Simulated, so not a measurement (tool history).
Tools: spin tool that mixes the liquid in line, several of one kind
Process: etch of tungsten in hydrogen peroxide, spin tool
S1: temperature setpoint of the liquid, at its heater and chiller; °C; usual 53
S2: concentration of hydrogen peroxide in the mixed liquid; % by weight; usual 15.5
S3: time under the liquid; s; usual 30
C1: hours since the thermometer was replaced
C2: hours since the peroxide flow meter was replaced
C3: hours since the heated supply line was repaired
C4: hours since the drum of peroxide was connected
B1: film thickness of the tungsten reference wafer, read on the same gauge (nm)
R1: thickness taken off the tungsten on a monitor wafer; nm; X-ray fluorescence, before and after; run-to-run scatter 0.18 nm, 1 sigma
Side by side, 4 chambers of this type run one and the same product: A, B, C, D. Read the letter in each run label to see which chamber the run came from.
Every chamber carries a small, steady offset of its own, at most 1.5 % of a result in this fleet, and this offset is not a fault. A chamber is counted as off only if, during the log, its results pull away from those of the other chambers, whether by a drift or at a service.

run,hour,S1,S2,S3,C1,C2,C3,C4,B1,R1
1D,10.1,53,15.5,30,186.6,412,258.2,761,40.008,28.349
2A,23.7,53,15.5,30,192.9,1104.2,934,338.3,40.009,28.269
3C,37.3,53,15.5,30,2145.9,155.2,884.2,40.7,39.993,28.619
4B,48.3,53,15.5,30,633.3,494.6,1385.4,1319.9,39.993,27.989
5B,55,53,15.5,30,640,501.3,1392.1,1326.6,39.999,28.124
# hour 64.2: chamber B: new drum of peroxide connected
6D,68.2,53,15.5,30,244.7,470.1,316.3,819.1,40.031,28.221
7C,79.4,53,15.5,30,2188,197.3,926.3,82.8,39.976,28.888
8A,90.8,53,15.5,30,260,1171.3,1001.1,405.4,40.007,28.535
9C,99.6,53,15.5,30,2208.2,217.5,946.5,103,40.001,28.625
10D,107.1,53,15.5,30,283.6,509,355.2,858,40.005,28.643
11A,115.7,53,15.5,30,284.9,1196.2,1026,430.3,40.015,28.849
12B,127.3,53,15.5,30,712.3,573.6,1464.4,63.2,39.976,28.342
13D,134.6,53,15.5,30,311.1,536.5,382.7,885.5,39.999,28.404
# hour 148.3: chamber B: heated supply line repaired
14A,148.3,53,15.5,30,317.5,1228.8,1058.6,462.9,39.995,28.76
15C,158.9,53,15.5,30,2267.5,276.8,1005.8,162.3,40.015,28.719
16B,165.6,53,15.5,30,750.6,611.9,17.3,101.5,39.983,27.935
17C,175.4,53,15.5,30,2284,293.3,1022.3,178.8,40.022,28.72
18B,183.7,53,15.5,30,768.7,630,35.4,119.6,40.021,27.747
19A,193.3,53,15.5,30,362.5,1273.8,1103.6,507.9,40,28.397
20D,201,53,15.5,30,377.5,602.9,449.1,951.9,39.994,28.733
21C,210.1,53,15.5,30,2318.7,328,1057,213.5,39.992,28.288
22A,216.7,53,15.5,30,385.9,1297.2,1127,531.3,39.981,28.848
# hour 224: chamber A: new drum of peroxide connected
23D,226,53,15.5,30,402.5,627.9,474.1,976.9,39.965,28.44
24B,235.3,53,15.5,30,820.3,681.6,87,171.2,40.002,27.815
25C,247.4,53,15.5,30,2356,365.3,1094.3,250.8,40,28.621
26B,258.4,53,15.5,30,843.4,704.7,110.1,194.3,40.012,27.808
27A,267.7,53,15.5,30,436.9,1348.2,1178,43.7,39.99,28.445
28D,282.1,62,17.5,30,458.6,684,530.2,1033,40.015,51.197
29B,296.7,62,17.5,30,881.7,743,148.4,232.6,40.02,51.191
30C,307.4,62,17.5,30,2416,425.3,1154.3,310.8,40.012,51.527
31A,318,62,17.5,30,487.2,1398.5,1228.3,94,39.975,51.628
# hour 320.1: chamber A: heated supply line repaired
32D,332.1,53,15.5,30,508.6,734,580.2,1083,39.993,28.4
33C,342.3,53,15.5,30,2450.9,460.2,1189.2,345.7,40.019,28.686
34B,354.6,53,15.5,30,939.6,800.9,206.3,290.5,40.013,28.088
# hour 364.7: chamber B: peroxide flow meter replaced
35A,364.9,53,15.5,30,534.1,1445.4,44.8,140.9,40.032,28.361
36D,377.3,53,15.5,30,553.8,779.2,625.4,1128.2,39.991,28.405
37B,383.8,53,15.5,30,968.8,19.1,235.5,319.7,40.012,27.769

One chamber off, gauge drift, or nothing amiss beyond the chambers' own small offsets? If it is a chamber, which one, and what is the likeliest cause?

No chamber stands off beyond its own small offset, and the gauge holds steady.
